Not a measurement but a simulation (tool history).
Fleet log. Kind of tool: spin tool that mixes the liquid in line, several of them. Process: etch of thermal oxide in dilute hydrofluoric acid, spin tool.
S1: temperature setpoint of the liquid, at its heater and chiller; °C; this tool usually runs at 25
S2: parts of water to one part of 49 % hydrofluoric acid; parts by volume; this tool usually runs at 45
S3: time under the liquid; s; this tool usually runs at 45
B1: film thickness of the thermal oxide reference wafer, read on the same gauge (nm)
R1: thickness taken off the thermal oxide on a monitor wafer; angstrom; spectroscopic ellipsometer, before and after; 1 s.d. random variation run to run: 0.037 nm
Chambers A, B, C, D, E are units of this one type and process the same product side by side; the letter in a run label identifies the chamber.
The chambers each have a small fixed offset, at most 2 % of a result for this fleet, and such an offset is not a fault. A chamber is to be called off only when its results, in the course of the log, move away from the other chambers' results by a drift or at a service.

Run 1D, hour 4.6: usual settings; B1 89.932. Result: R1 54.172 angstrom.
Run 2A, hour 10.9: usual settings; B1 89.997. Result: R1 54.203 angstrom.
At hour 19.5: chamber C: thermometer replaced.
Run 3B, hour 21.4: usual settings; B1 89.951. Result: R1 53.674 angstrom.
Run 4C, hour 31: usual settings; B1 90.011. Result: R1 53.139 angstrom.
Run 5E, hour 40.9: usual settings; B1 90.001. Result: R1 53.8 angstrom.
Run 6C, hour 47.3: usual settings but S1 20.5 °C; B1 89.959. Result: R1 44.27 angstrom.
At hour 51.4: chamber E: thermometer replaced.
Run 7E, hour 52.1: usual settings but S1 20.5 °C; B1 89.988. Result: R1 45.205 angstrom.
Run 8D, hour 58.7: usual settings but S1 20.5 °C; B1 90.015. Result: R1 45.704 angstrom.
Run 9A, hour 65.4: usual settings but S1 20.5 °C; B1 90.063. Result: R1 45.807 angstrom.
Run 10B, hour 71.7: usual settings but S1 20.5 °C; B1 89.996. Result: R1 44.724 angstrom.
Run 11D, hour 77.4: usual settings; B1 90. Result: R1 55.167 angstrom.
Run 12E, hour 86.7: usual settings but S1 28 °C; B1 90.024. Result: R1 60.907 angstrom.
Run 13C, hour 91.7: usual settings but S1 28 °C; B1 90.004. Result: R1 60.455 angstrom.
Run 14B, hour 100: usual settings but S1 28 °C; B1 89.988. Result: R1 60.388 angstrom.
Run 15A, hour 108.4: usual settings but S1 28 °C; B1 89.994. Result: R1 61.836 angstrom.
Run 16A, hour 115.1: usual settings but S1 28 °C; B1 89.989. Result: R1 62.062 angstrom.
Run 17E, hour 121.8: usual settings; B1 90.066. Result: R1 54.234 angstrom.
Run 18C, hour 126.4: usual settings; B1 89.993. Result: R1 53.998 angstrom.
Run 19B, hour 136.6: usual settings; B1 90.032. Result: R1 54.18 angstrom.
Run 20D, hour 145: usual settings; B1 90.021. Result: R1 54.502 angstrom.
Run 21B, hour 154.9: usual settings but S1 28 °C; B1 90.028. Result: R1 61.515 angstrom.
Run 22C, hour 162: usual settings but S1 28 °C; B1 89.979. Result: R1 59.799 angstrom.
Run 23D, hour 168.4: usual settings but S1 28 °C; B1 90.001. Result: R1 62.07 angstrom.
Run 24A, hour 175.8: usual settings but S1 28 °C; B1 90.055. Result: R1 63.953 angstrom.
Run 25E, hour 181.6: usual settings but S1 28 °C; B1 89.942. Result: R1 61.019 angstrom.
Run 26D, hour 187.2: usual settings; B1 90.014. Result: R1 54.643 angstrom.
Run 27B, hour 195.4: usual settings; B1 89.997. Result: R1 54.301 angstrom.
At hour 197.9: chamber C: hydrofluoric acid flow meter replaced.
Run 28C, hour 205.2: usual settings; B1 90.038. Result: R1 53.834 angstrom.
Run 29E, hour 212.7: usual settings; B1 90.006. Result: R1 54.094 angstrom.
Run 30A, hour 221.5: usual settings but S1 29 °C, S2 30 parts by volume; B1 89.951. Result: R1 103.06 angstrom.
Run 31C, hour 231.4: usual settings but S1 29 °C, S2 30 parts by volume; B1 89.987. Result: R1 97.181 angstrom.
Run 32E, hour 239.6: usual settings but S1 29 °C, S2 30 parts by volume; B1 89.96. Result: R1 99.754 angstrom.

Next, every chamber runs the same settings. What will each give?
Run 33A, hour 247.1: usual settings. Result: R1 ?.
Run 33B, hour 247.1: usual settings. Result: R1 ?.
Run 33C, hour 247.1: usual settings. Result: R1 ?.
Run 33D, hour 247.1: usual settings. Result: R1 ?.
Run 33E, hour 247.1: usual settings. Result: R1 ?.

run      R1
33A  58.655
33B  54.391
33C  53.186
33D  53.976
33E  54.181
